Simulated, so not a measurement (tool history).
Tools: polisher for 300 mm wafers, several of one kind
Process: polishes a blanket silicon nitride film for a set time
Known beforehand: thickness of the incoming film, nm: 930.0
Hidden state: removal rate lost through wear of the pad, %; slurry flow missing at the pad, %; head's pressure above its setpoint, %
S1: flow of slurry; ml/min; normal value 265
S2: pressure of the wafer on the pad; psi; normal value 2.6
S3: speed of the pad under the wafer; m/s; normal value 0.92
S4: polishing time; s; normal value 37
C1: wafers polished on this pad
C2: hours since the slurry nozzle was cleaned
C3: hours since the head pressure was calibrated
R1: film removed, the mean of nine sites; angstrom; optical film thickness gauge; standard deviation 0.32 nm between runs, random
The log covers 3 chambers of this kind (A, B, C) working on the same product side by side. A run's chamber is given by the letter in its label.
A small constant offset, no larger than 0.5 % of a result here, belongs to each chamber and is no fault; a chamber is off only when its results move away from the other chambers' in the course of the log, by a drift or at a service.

run 1A hour=11.4 | S1=265 S2=2.6 S3=0.92 S4=37 | C1=1092 C2=11.7 C3=601.1 | R1=479.92
-- hour=16.4 chamber C: worn pad replaced by a new one
run 2C hour=17 | S1=265 S2=2.6 S3=0.92 S4=37 | C1=9 C2=93.1 C3=185.7 | R1=473.41
run 3B hour=22.6 | S1=265 S2=2.6 S3=0.92 S4=37 | C1=565 C2=109.7 C3=1032.7 | R1=470.86
run 4C hour=31.9 | S1=265 S2=2.6 S3=0.92 S4=37 | C1=231 C2=108 C3=200.6 | R1=472.52
-- hour=38.7 chamber B: head pressure recalibrated
run 5B hour=41.9 | S1=265 S2=2.6 S3=0.92 S4=37 | C1=852 C2=129 C3=3.2 | R1=466.59
run 6A hour=50.9 | S1=265 S2=2.6 S3=0.92 S4=37 | C1=1680 C2=51.2 C3=640.6 | R1=477.06
run 7B hour=57.4 | S1=265 S2=2.6 S3=0.92 S4=37 | C1=1083 C2=144.5 C3=18.7 | R1=468.43
-- hour=58.9 chamber B: worn pad replaced by a new one
run 8C hour=65.9 | S1=265 S2=2.6 S3=0.92 S4=37 | C1=737 C2=142 C3=234.6 | R1=475.59
run 9A hour=74.7 | S1=335 S2=2.6 S3=0.92 S4=43 | C1=2034 C2=75 C3=664.4 | R1=562.45
run 10A hour=81.6 | S1=335 S2=2.6 S3=0.92 S4=43 | C1=2137 C2=81.9 C3=671.3 | R1=564.12
-- hour=88.7 chamber C: worn pad replaced by a new one
run 11C hour=90.3 | S1=335 S2=2.6 S3=0.92 S4=43 | C1=24 C2=166.4 C3=259 | R1=563.13
run 12B hour=96.3 | S1=265 S2=2.6 S3=0.92 S4=37 | C1=557 C2=183.4 C3=57.6 | R1=470.19
run 13B hour=108.5 | S1=265 S2=2.6 S3=0.92 S4=37 | C1=738 C2=195.6 C3=69.8 | R1=471.88
run 14C hour=115.2 | S1=265 S2=2.6 S3=0.92 S4=37 | C1=394 C2=191.3 C3=283.9 | R1=474.44
run 15A hour=122.8 | S1=265 S2=2.6 S3=0.92 S4=37 | C1=2750 C2=123.1 C3=712.5 | R1=474.48
run 16B hour=132.6 | S1=265 S2=2.6 S3=0.92 S4=37 | C1=1097 C2=219.7 C3=93.9 | R1=471.07
-- hour=132.7 chamber A: head pressure recalibrated
-- hour=133.7 chamber B: worn pad replaced by a new one
run 17A hour=139.7 | S1=265 S2=2.6 S3=0.92 S4=37 | C1=3002 C2=140 C3=7.1 | R1=466.76
run 18C hour=150.1 | S1=265 S2=2.6 S3=0.92 S4=37 | C1=914 C2=226.2 C3=318.8 | R1=470.32
run 19B hour=155.4 | S1=265 S2=2.6 S3=0.92 S4=37 | C1=323 C2=242.5 C3=116.7 | R1=472.53
run 20A hour=160.8 | S1=265 S2=2.6 S3=0.92 S4=37 | C1=3316 C2=161.1 C3=28.2 | R1=463.77
-- hour=164.1 chamber C: worn pad replaced by a new one
run 21C hour=172.3 | S1=265 S2=2.6 S3=0.92 S4=37 | C1=123 C2=248.4 C3=341 | R1=471.59
run 22A hour=184.2 | S1=265 S2=2.6 S3=0.92 S4=37 | C1=3664 C2=184.5 C3=51.6 | R1=466.46
run 23C hour=193.2 | S1=265 S2=2.6 S3=0.92 S4=37 | C1=434 C2=269.3 C3=361.9 | R1=482.34
run 24B hour=199.8 | S1=265 S2=2.6 S3=0.92 S4=37 | C1=984 C2=286.9 C3=161.1 | R1=471.45
-- hour=202.2 chamber B: worn pad replaced by a new one
run 25C hour=208 | S1=265 S2=2.6 S3=0.92 S4=37 | C1=654 C2=284.1 C3=376.7 | R1=472.32
run 26A hour=217.6 | S1=225 S2=2.6 S3=0.92 S4=42 | C1=4161 C2=217.9 C3=85 | R1=508.53
run 27B hour=228.8 | S1=225 S2=2.6 S3=0.92 S4=42 | C1=396 C2=315.9 C3=190.1 | R1=528.73
-- hour=229.7 chamber C: worn pad replaced by a new one
run 28A hour=236.7 | S1=225 S2=2.6 S3=0.92 S4=42 | C1=4445 C2=237 C3=104.1 | R1=514.94
run 29C hour=246.8 | S1=265 S2=2.6 S3=0.92 S4=37 | C1=254 C2=322.9 C3=415.5 | R1=474.65
run 30B hour=253.1 | S1=265 S2=2.6 S3=0.92 S4=37 | C1=757 C2=340.2 C3=214.4 | R1=472.36
run 31A hour=259 | S1=265 S2=2.6 S3=0.92 S4=37 | C1=4777 C2=259.3 C3=126.4 | R1=455.06
-- hour=261.2 chamber B: worn pad replaced by a new one
run 32B hour=270 | S1=265 S2=2.6 S3=0.92 S4=37 | C1=132 C2=357.1 C3=231.3 | R1=470.41
run 33C hour=277.7 | S1=265 S2=2.6 S3=0.92 S4=37 | C1=714 C2=353.8 C3=446.4 | R1=471.73
run 34C hour=284.7 | S1=265 S2=2.6 S3=0.92 S4=37 | C1=818 C2=360.8 C3=453.4 | R1=471.08
run 35B hour=290.5 | S1=265 S2=2.6 S3=0.92 S4=37 | C1=437 C2=377.6 C3=251.8 | R1=469.61
-- hour=295.3 chamber C: worn pad replaced by a new one
run 36A hour=297.2 | S1=265 S2=2.6 S3=0.92 S4=37 | C1=5346 C2=297.5 C3=164.6 | R1=449.06
run 37B hour=308.8 | S1=265 S2=2.6 S3=0.92 S4=37 | C1=709 C2=395.9 C3=270.1 | R1=466.02
run 38A hour=317.9 | S1=265 S2=2.6 S3=0.92 S4=37 | C1=5654 C2=318.2 C3=185.3 | R1=451.72
run 39C hour=330.1 | S1=265 S2=2.6 S3=0.92 S4=37 | C1=518 C2=406.2 C3=498.8 | R1=472.11

All 3 chambers run these settings next. Forecast each chamber's results:
run 40A hour=338.9 | S1=265 S2=2 S3=0.92 S4=37 | R1=?
run 40B hour=338.9 | S1=265 S2=2 S3=0.92 S4=37 | R1=?
run 40C hour=338.9 | S1=265 S2=2 S3=0.92 S4=37 | R1=?

run=40A R1=342.15
run=40B R1=357.15
run=40C R1=366.33

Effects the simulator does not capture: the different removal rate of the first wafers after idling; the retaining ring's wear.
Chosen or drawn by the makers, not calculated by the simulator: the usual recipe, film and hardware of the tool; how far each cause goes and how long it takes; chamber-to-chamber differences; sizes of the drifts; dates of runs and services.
